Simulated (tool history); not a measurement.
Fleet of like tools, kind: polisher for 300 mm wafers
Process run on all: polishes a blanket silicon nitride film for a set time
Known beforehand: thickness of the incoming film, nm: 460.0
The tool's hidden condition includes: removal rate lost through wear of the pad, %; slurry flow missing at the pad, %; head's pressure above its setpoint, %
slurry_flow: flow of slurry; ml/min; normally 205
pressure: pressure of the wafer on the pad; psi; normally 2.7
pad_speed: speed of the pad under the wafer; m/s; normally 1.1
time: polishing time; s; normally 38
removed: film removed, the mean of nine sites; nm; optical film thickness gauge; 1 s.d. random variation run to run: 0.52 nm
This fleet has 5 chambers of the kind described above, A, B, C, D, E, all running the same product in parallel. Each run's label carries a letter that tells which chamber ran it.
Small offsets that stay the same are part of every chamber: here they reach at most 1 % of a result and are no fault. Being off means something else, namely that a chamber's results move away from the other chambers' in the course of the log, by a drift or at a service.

run,day,slurry_flow,pressure,pad_speed,time,wafers polished on this pad,hours since the slurry nozzle was cleaned,hours since the head pressure was calibrated,removed
1C,0.196,205,2.7,1.1,38,763,395.0,1011.1,60.884
2A,0.346,205,2.7,1.1,38,300,548.0,512.8,61.078
3D,0.517,205,2.7,1.1,38,801,62.7,240.6,60.640
# day 0.579: chamber C: head pressure recalibrated
4E,0.608,205,2.7,1.1,38,865,371.5,397.0,59.551
5B,0.712,205,2.7,1.1,38,432,318.8,23.4,59.521
6E,0.883,205,2.7,1.1,38,916,378.1,403.6,59.134
7B,1.046,205,2.7,1.1,38,493,326.8,31.4,60.946
8C,1.246,205,2.7,1.1,38,955,420.2,16.0,59.906
9A,1.358,205,2.7,1.1,46,485,572.3,537.1,73.874
10D,1.546,205,2.7,1.1,46,989,87.4,265.3,72.673
# day 1.596: chamber C: worn pad replaced by a new one
11D,1.721,205,2.7,1.1,46,1021,91.6,269.5,70.943
12A,1.850,205,2.7,1.1,46,575,584.1,548.9,72.896
# day 1.883: chamber E: worn pad replaced by a new one
13C,2.012,205,2.7,1.1,46,76,438.6,34.4,73.024
14B,2.162,205,2.7,1.1,38,697,353.6,58.2,60.184
15E,2.262,205,2.7,1.1,38,69,411.2,436.7,58.404
# day 2.312: chamber A: worn pad replaced by a new one
16A,2.408,205,2.7,1.1,38,18,597.5,562.3,61.431
17C,2.525,205,2.7,1.1,38,170,450.9,46.7,61.091
18B,2.671,205,2.7,1.1,38,790,365.8,70.4,59.982
19E,2.796,205,2.7,1.1,38,167,424.0,449.5,58.738
20D,2.942,205,2.7,1.1,38,1245,120.9,298.8,59.567
21A,3.088,205,2.7,1.1,38,142,613.8,578.6,59.791
22B,3.204,205,2.7,1.1,38,888,378.6,83.2,60.754
23C,3.408,205,2.7,1.1,38,332,472.1,67.9,60.411
24D,3.546,205,2.7,1.1,38,1356,135.4,313.3,59.725
25E,3.717,205,2.7,1.1,38,335,446.1,471.6,57.310
26C,3.812,205,2.7,1.1,38,406,481.8,77.6,59.624
# day 3.867: chamber C: slurry nozzle cleaned
27A,3.938,205,2.7,1.1,38,297,634.2,599.0,60.926
28E,4.042,205,2.7,1.1,38,395,453.9,479.4,57.253
29D,4.188,205,2.7,1.1,38,1473,150.8,328.7,59.601
30B,4.329,205,2.7,1.1,38,1094,405.6,110.2,59.813
# day 4.388: chamber D: worn pad replaced by a new one
31D,4.492,205,3.1,1.1,49,19,158.1,336.0,88.605
32C,4.604,205,3.1,1.1,49,551,17.7,96.6,89.713
33E,4.717,205,3.1,1.1,49,518,470.1,495.6,83.747
34A,4.821,205,3.1,1.1,49,459,655.4,620.2,90.208

For the next run the whole fleet of 5 chambers uses the same settings. Give each chamber's results:
35A,4.967,205,2.7,1.1,38,,,,?
35B,4.967,205,2.7,1.1,38,,,,?
35C,4.967,205,2.7,1.1,38,,,,?
35D,4.967,205,2.7,1.1,38,,,,?
35E,4.967,205,2.7,1.1,38,,,,?

run,removed
35A,59.551
35B,60.899
35C,60.752
35D,59.226
35E,57.363
